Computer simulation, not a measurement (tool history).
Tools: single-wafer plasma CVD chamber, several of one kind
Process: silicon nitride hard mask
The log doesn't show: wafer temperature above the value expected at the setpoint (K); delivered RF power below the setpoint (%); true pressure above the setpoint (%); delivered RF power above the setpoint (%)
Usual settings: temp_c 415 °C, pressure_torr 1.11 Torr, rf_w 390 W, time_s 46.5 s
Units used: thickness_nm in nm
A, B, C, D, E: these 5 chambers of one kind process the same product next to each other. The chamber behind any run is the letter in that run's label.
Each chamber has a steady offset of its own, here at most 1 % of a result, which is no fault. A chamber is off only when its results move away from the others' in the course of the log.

run	hour	temp_c	pressure_torr	rf_w	time_s	hours since the last thermocouple change	hours since the last RF generator calibration	hours since the last manometer calibration	read-back reference wafer on the same gauge, thickness_nm	thickness_nm
1D	7.8	415	1.11	390	46.5	969.3	263.5	357.8	57.271	56.046
2E	11.7	415	1.11	390	46.5	1599	1111.9	779.1	57.274	55.772
3C	18.8	415	1.11	390	46.5	162.1	515.3	1855.5	57.283	56.089
4A	24	415	1.11	390	46.5	895	494.7	277.5	57.265	56.136
# hour 26.5: chamber C: capacitance manometer re-zeroed and calibrated
5B	29.1	415	1.11	390	46.5	707.6	602.6	257.5	57.316	55.933
6E	35.3	415	1.11	390	46.5	1622.6	1135.5	802.7	57.307	55.757
7A	40.7	415	1.11	390	46.5	911.7	511.4	294.2	57.268	56.191
8D	45.8	415	0.85	390	53	1007.3	301.5	395.8	57.28	58.138
9C	52.7	415	0.85	390	53	196	549.2	26.2	57.294	58.468
10B	56.4	415	0.85	390	53	734.9	629.9	284.8	57.306	58.016
11D	61	415	0.85	390	53	1022.5	316.7	411	57.342	58.429
12E	65.7	415	0.85	390	53	1653	1165.9	833.1	57.32	58.085
13C	71.5	415	1.11	390	46.5	214.8	568	45	57.331	56.138
14A	75.2	415	1.11	390	46.5	946.2	545.9	328.7	57.293	56.251
15B	82.1	415	1.11	390	46.5	760.6	655.6	310.5	57.3	55.525
16E	87	415	1.11	390	46.5	1674.3	1187.2	854.4	57.305	55.783
17C	91.1	415	1.11	390	46.5	234.4	587.6	64.6	57.286	56.274
18A	94.6	415	1.11	390	46.5	965.6	565.3	348.1	57.318	56.201
19D	100.5	415	1.11	390	46.5	1062	356.2	450.5	57.272	56.299
20B	105.9	415	1.11	390	46.5	784.4	679.4	334.3	57.3	55.706
21C	112.5	415	1.11	390	46.5	255.8	609	86	57.298	56.435
22B	116.4	415	1.11	390	46.5	794.9	689.9	344.8	57.323	55.699
23E	122.6	415	1.11	390	46.5	1709.9	1222.8	890	57.302	55.806
24A	128.3	415	1.11	390	46.5	999.3	599	381.8	57.303	56.195
25D	134.2	415	1.11	390	46.5	1095.7	389.9	484.2	57.273	56.069
26A	141.2	415	1.11	390	46.5	1012.2	611.9	394.7	57.316	56.342
27C	148.1	415	1.11	390	46.5	291.4	644.6	121.6	57.312	56.281
28D	153.6	415	1.11	390	46.5	1115.1	409.3	503.6	57.309	56.22
29E	160.3	415	1.11	390	46.5	1747.6	1260.5	927.7	57.331	55.565
30B	167.1	415	1.11	390	46.5	845.6	740.6	395.5	57.276	55.577
31E	171.4	415	1.11	390	46.5	1758.7	1271.6	938.8	57.28	55.853
32B	177.5	415	1.11	390	46.5	856	751	405.9	57.317	55.663
33D	183.7	415	1.11	390	46.5	1145.2	439.4	533.7	57.292	56.252
34C	189	415	1.11	460	46.5	332.3	685.5	162.5	57.292	61.996
35A	195	415	1.11	460	46.5	1066	665.7	448.5	57.29	61.916
36A	201.7	415	1.11	460	46.5	1072.7	672.4	455.2	57.293	61.794
37D	209	415	1.11	460	46.5	1170.5	464.7	559	57.262	61.472

All 5 chambers run these settings next. Forecast each chamber's results:
38A	214.6	415	1.11	390	46.5					?
38B	214.6	415	1.11	390	46.5					?
38C	214.6	415	1.11	390	46.5					?
38D	214.6	415	1.11	390	46.5					?
38E	214.6	415	1.11	390	46.5					?

run	thickness_nm
38A	56.231
38B	55.97
38C	56.381
38D	56.294
38E	55.571
